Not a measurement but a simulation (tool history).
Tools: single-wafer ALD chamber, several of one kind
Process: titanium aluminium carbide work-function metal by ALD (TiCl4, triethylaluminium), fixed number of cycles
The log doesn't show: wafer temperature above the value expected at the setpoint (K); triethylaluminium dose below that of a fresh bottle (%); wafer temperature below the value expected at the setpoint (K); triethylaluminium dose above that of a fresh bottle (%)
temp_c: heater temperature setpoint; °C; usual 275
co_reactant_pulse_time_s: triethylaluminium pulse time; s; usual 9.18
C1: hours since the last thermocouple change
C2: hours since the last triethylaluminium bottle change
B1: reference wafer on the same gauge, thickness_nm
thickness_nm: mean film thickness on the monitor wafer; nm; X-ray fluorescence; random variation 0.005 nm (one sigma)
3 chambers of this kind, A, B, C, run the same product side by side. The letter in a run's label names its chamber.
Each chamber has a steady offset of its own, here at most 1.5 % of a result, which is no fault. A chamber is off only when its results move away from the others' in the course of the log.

Run 1C, hour 8.8: usual settings; C1 147.5; C2 1389.1; B1 2.0201. Result: thickness_nm 1.7939 nm.
At hour 17.4: chamber A: triethylaluminium bottle replaced.
Run 2A, hour 18.2: usual settings; C1 1598.5; C2 0.8; B1 2.0193. Result: thickness_nm 1.7741 nm.
Run 3B, hour 28.3: usual settings; C1 176.3; C2 310.3; B1 2.0206. Result: thickness_nm 1.7704 nm.
Run 4C, hour 36.1: usual settings; C1 174.8; C2 1416.4; B1 2.0207. Result: thickness_nm 1.7943 nm.
Run 5B, hour 45.8: usual settings; C1 193.8; C2 327.8; B1 2.0209. Result: thickness_nm 1.7648 nm.
Run 6A, hour 55.8: usual settings; C1 1636.1; C2 38.4; B1 2.0198. Result: thickness_nm 1.7755 nm.
Run 7A, hour 63.8: usual settings; C1 1644.1; C2 46.4; B1 2.0212. Result: thickness_nm 1.7781 nm.
Run 8C, hour 71.6: usual settings but temp_c 284 °C; C1 210.3; C2 1451.9; B1 2.0206. Result: thickness_nm 1.8669 nm.
Run 9B, hour 82.1: usual settings but temp_c 284 °C; C1 230.1; C2 364.1; B1 2.0196. Result: thickness_nm 1.8315 nm.
Run 10B, hour 87.5: usual settings but temp_c 284 °C; C1 235.5; C2 369.5; B1 2.0204. Result: thickness_nm 1.8401 nm.
Run 11C, hour 96.5: usual settings; C1 235.2; C2 1476.8; B1 2.0195. Result: thickness_nm 1.7985 nm.
Run 12A, hour 104.1: usual settings; C1 1684.4; C2 86.7; B1 2.0195. Result: thickness_nm 1.7677 nm.
Run 13C, hour 113.6: usual settings; C1 252.3; C2 1493.9; B1 2.0208. Result: thickness_nm 1.7947 nm.
Run 14A, hour 123.4: usual settings; C1 1703.7; C2 106.0; B1 2.0197. Result: thickness_nm 1.7838 nm.
Run 15B, hour 135.2: usual settings; C1 283.2; C2 417.2; B1 2.0190. Result: thickness_nm 1.7465 nm.
Run 16C, hour 145.3: usual settings; C1 284.0; C2 1525.6; B1 2.0203. Result: thickness_nm 1.7816 nm.
Run 17A, hour 154.7: usual settings; C1 1735.0; C2 137.3; B1 2.0210. Result: thickness_nm 1.7732 nm.
Run 18B, hour 164.6: usual settings but temp_c 282 °C, co_reactant_pulse_time_s 6.89 s; C1 312.6; C2 446.6; B1 2.0190. Result: thickness_nm 1.6916 nm.
Run 19B, hour 172.3: usual settings but temp_c 282 °C, co_reactant_pulse_time_s 6.89 s; C1 320.3; C2 454.3; B1 2.0185. Result: thickness_nm 1.6829 nm.
Run 20C, hour 182.2: usual settings but temp_c 282 °C, co_reactant_pulse_time_s 6.89 s; C1 320.9; C2 1562.5; B1 2.0197. Result: thickness_nm 1.7564 nm.
Run 21A, hour 189.0: usual settings; C1 1769.3; C2 171.6; B1 2.0186. Result: thickness_nm 1.7793 nm.
Run 22C, hour 195.6: usual settings; C1 334.3; C2 1575.9; B1 2.0197. Result: thickness_nm 1.7883 nm.
Run 23B, hour 204.6: usual settings but co_reactant_pulse_time_s 7.88 s; C1 352.6; C2 486.6; B1 2.0203. Result: thickness_nm 1.6967 nm.
Run 24A, hour 211.5: usual settings but co_reactant_pulse_time_s 7.88 s; C1 1791.8; C2 194.1; B1 2.0190. Result: thickness_nm 1.7344 nm.
Run 25A, hour 218.0: usual settings but co_reactant_pulse_time_s 7.88 s; C1 1798.3; C2 200.6; B1 2.0202. Result: thickness_nm 1.7347 nm.
Run 26C, hour 226.8: usual settings; C1 365.5; C2 1607.1; B1 2.0199. Result: thickness_nm 1.7894 nm.
Run 27B, hour 237.2: usual settings; C1 385.2; C2 519.2; B1 2.0189. Result: thickness_nm 1.7405 nm.
Run 28B, hour 246.5: usual settings but temp_c 280 °C; C1 394.5; C2 528.5; B1 2.0210. Result: thickness_nm 1.7700 nm.
Run 29A, hour 257.8: usual settings but temp_c 280 °C; C1 1838.1; C2 240.4; B1 2.0192. Result: thickness_nm 1.8228 nm.
Run 30C, hour 265.5: usual settings but temp_c 280 °C; C1 404.2; C2 1645.8; B1 2.0199. Result: thickness_nm 1.8351 nm.
Run 31B, hour 272.6: usual settings; C1 420.6; C2 554.6; B1 2.0196. Result: thickness_nm 1.7240 nm.
Run 32C, hour 278.2: usual settings; C1 416.9; C2 1658.5; B1 2.0200. Result: thickness_nm 1.7920 nm.
Run 33A, hour 286.0: usual settings; C1 1866.3; C2 268.6; B1 2.0198. Result: thickness_nm 1.7738 nm.
Run 34C, hour 291.4: usual settings; C1 430.1; C2 1671.7; B1 2.0189. Result: thickness_nm 1.7948 nm.
Run 35A, hour 298.3: usual settings; C1 1878.6; C2 280.9; B1 2.0194. Result: thickness_nm 1.7752 nm.
Run 36B, hour 306.8: usual settings; C1 454.8; C2 588.8; B1 2.0205. Result: thickness_nm 1.7099 nm.
Run 37A, hour 312.6: usual settings; C1 1892.9; C2 295.2; B1 2.0197. Result: thickness_nm 1.7757 nm.
Run 38B, hour 320.7: usual settings; C1 468.7; C2 602.7; B1 2.0203. Result: thickness_nm 1.7099 nm.

What goes on in this fleet: one chamber off, a drifting gauge, or nothing beyond the chambers' own small offsets? Name the chamber and the cause, if any.

Chamber B drifts away from the others.
Cause: triethylaluminium dose below that of a fresh bottle (%) = 17.7.
The log may not tell that from: wafer temperature below the value expected at the setpoint (K).

Here are 4 candidates for chamber B's next run, each the usual settings with a change, their results left as question marks. Which one brings its results back in line with what the others give on the usual settings?
In line means no further than this from the other chambers' mean on the usual settings: thickness_nm 0.0180 nm
Run 39B-1, hour 329.4: usual settings but temp_c 279 °C, co_reactant_pulse_time_s 10.28 s. Result: thickness_nm ?.
Run 39B-2, hour 329.4: usual settings but co_reactant_pulse_time_s 7.76 s. Result: thickness_nm ?.
Run 39B-3, hour 329.4: usual settings but temp_c 294 °C. Result: thickness_nm ?.
Run 39B-4, hour 329.4: usual settings but temp_c 257 °C. Result: thickness_nm ?.

The other chambers' mean on the usual settings: thickness_nm 1.7823 nm
  run  thickness_nm
39B-1        1.7745
39B-2        1.6370
39B-3        1.8590
39B-4        1.5619
39B-1 brings the chamber back in line.
